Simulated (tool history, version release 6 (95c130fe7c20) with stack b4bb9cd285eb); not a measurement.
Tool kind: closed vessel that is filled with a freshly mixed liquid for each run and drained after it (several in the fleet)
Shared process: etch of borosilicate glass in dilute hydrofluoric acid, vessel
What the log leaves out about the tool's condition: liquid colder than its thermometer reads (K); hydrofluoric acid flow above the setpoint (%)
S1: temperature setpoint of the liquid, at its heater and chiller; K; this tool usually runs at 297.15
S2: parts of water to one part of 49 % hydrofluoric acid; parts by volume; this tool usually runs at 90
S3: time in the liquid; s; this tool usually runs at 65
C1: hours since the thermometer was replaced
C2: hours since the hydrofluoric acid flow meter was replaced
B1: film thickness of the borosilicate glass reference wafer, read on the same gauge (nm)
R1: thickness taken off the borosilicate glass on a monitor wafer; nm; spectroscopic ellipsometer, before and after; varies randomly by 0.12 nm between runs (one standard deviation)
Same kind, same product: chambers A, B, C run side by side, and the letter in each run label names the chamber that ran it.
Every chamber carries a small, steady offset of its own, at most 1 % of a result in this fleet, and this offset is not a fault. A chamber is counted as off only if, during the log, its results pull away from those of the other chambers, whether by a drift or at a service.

| run | hour | S1 | S2 | S3 | C1 | C2 | B1 | R1 |
|---|---|---|---|---|---|---|---|---|
| 1B | 9.9 | 297.15 | 90 | 65 | 161.0 | 555.2 | 29.985 | 19.0960 |
| 2A | 20.4 | 297.15 | 90 | 65 | 907.9 | 350.5 | 29.996 | 18.9680 |
| 3C | 28.3 | 297.15 | 90 | 65 | 1749.1 | 70.7 | 30.003 | 19.2950 |
| 4A | 39.3 | 297.15 | 90 | 65 | 926.8 | 369.4 | 29.994 | 19.1100 |
| 5B | 44.9 | 297.15 | 90 | 65 | 196.0 | 590.2 | 30.020 | 19.0110 |
| 6C | 54.4 | 297.15 | 90 | 65 | 1775.2 | 96.8 | 29.996 | 19.1130 |
| 7A | 63.5 | 297.15 | 90 | 65 | 951.0 | 393.6 | 29.986 | 19.0020 |
| 8C | 72.6 | 297.15 | 90 | 65 | 1793.4 | 115.0 | 30.006 | 18.9650 |
| 9B | 77.9 | 297.15 | 90 | 65 | 229.0 | 623.2 | 30.015 | 18.7740 |
| 10C | 85.3 | 297.15 | 90 | 65 | 1806.1 | 127.7 | 30.017 | 19.1980 |
| 11B | 96.8 | 297.15 | 90 | 65 | 247.9 | 642.1 | 30.018 | 18.7850 |
| 12A | 102.3 | 297.15 | 90 | 65 | 989.8 | 432.4 | 30.012 | 18.8830 |
| 13B | 108.4 | 297.15 | 90 | 65 | 259.5 | 653.7 | 29.978 | 19.0000 |
| 14A | 116.6 | 297.15 | 90 | 80 | 1004.1 | 446.7 | 30.003 | 23.1520 |
| 15C | 125.5 | 297.15 | 90 | 80 | 1846.3 | 167.9 | 29.978 | 23.5480 |
| 16B | 132.6 | 297.15 | 90 | 80 | 283.7 | 677.9 | 30.002 | 23.4470 |
| 17A | 142.4 | 297.15 | 90 | 65 | 1029.9 | 472.5 | 29.990 | 18.9240 |
|  | 149.8 | chamber A: hydrofluoric acid flow meter replaced |
| 18C | 150.9 | 297.15 | 90 | 65 | 1871.7 | 193.3 | 30.022 | 18.9530 |
| 19B | 158.0 | 297.15 | 90 | 65 | 309.1 | 703.3 | 29.979 | 18.8040 |
| 20A | 164.1 | 297.15 | 90 | 65 | 1051.6 | 14.4 | 29.998 | 18.8940 |
| 21C | 170.2 | 297.15 | 90 | 65 | 1891.0 | 212.6 | 29.987 | 18.8710 |
| 22A | 180.1 | 297.15 | 90 | 40 | 1067.6 | 30.4 | 29.959 | 11.5840 |
| 23B | 186.5 | 297.15 | 90 | 40 | 337.6 | 731.8 | 29.979 | 11.6430 |
| 24C | 196.9 | 297.15 | 90 | 40 | 1917.7 | 239.3 | 29.987 | 11.7500 |
| 25A | 207.0 | 297.15 | 90 | 65 | 1094.5 | 57.3 | 30.007 | 18.9260 |
| 26C | 215.0 | 297.15 | 90 | 65 | 1935.8 | 257.4 | 30.022 | 19.0420 |
| 27B | 221.2 | 297.15 | 90 | 65 | 372.3 | 766.5 | 29.991 | 18.6860 |
| 28A | 228.4 | 297.15 | 90 | 65 | 1115.9 | 78.7 | 30.029 | 19.0140 |
| 29B | 233.7 | 297.15 | 90 | 65 | 384.8 | 779.0 | 29.981 | 18.8810 |
| 30C | 242.9 | 297.15 | 90 | 65 | 1963.7 | 285.3 | 30.028 | 19.0690 |
| 31A | 249.5 | 297.15 | 90 | 65 | 1137.0 | 99.8 | 29.987 | 19.1220 |
| 32C | 255.5 | 297.15 | 90 | 65 | 1976.3 | 297.9 | 30.005 | 19.0400 |
| 33B | 263.5 | 297.15 | 90 | 65 | 414.6 | 808.8 | 29.979 | 18.8870 |
| 34A | 272.4 | 297.15 | 90 | 65 | 1159.9 | 122.7 | 30.003 | 18.6080 |
| 35B | 280.1 | 297.15 | 125 | 40 | 431.2 | 825.4 | 29.979 | 8.0062 |
| 36C | 287.6 | 297.15 | 125 | 40 | 2008.4 | 330.0 | 30.006 | 8.0636 |
| 37C | 293.1 | 297.15 | 125 | 40 | 2013.9 | 335.5 | 30.021 | 8.1894 |
| 38B | 303.5 | 297.15 | 90 | 95 | 454.6 | 848.8 | 30.000 | 27.4810 |
| 39A | 313.0 | 297.15 | 90 | 95 | 1200.5 | 163.3 | 30.020 | 27.6030 |
| 40B | 318.4 | 297.15 | 90 | 95 | 469.5 | 863.7 | 30.014 | 27.4490 |
| 41A | 326.6 | 297.15 | 90 | 65 | 1214.1 | 176.9 | 29.986 | 18.7490 |

All 3 chambers run these settings next. Forecast each chamber's results:
| 42A | 334.9 | 297.15 | 90 | 65 |  |  |  | ? |
| 42B | 334.9 | 297.15 | 90 | 65 |  |  |  | ? |
| 42C | 334.9 | 297.15 | 90 | 65 |  |  |  | ? |

| run | R1 |
|---|---|
| 42A | 18.8520 |
| 42B | 18.9890 |
| 42C | 19.0940 |

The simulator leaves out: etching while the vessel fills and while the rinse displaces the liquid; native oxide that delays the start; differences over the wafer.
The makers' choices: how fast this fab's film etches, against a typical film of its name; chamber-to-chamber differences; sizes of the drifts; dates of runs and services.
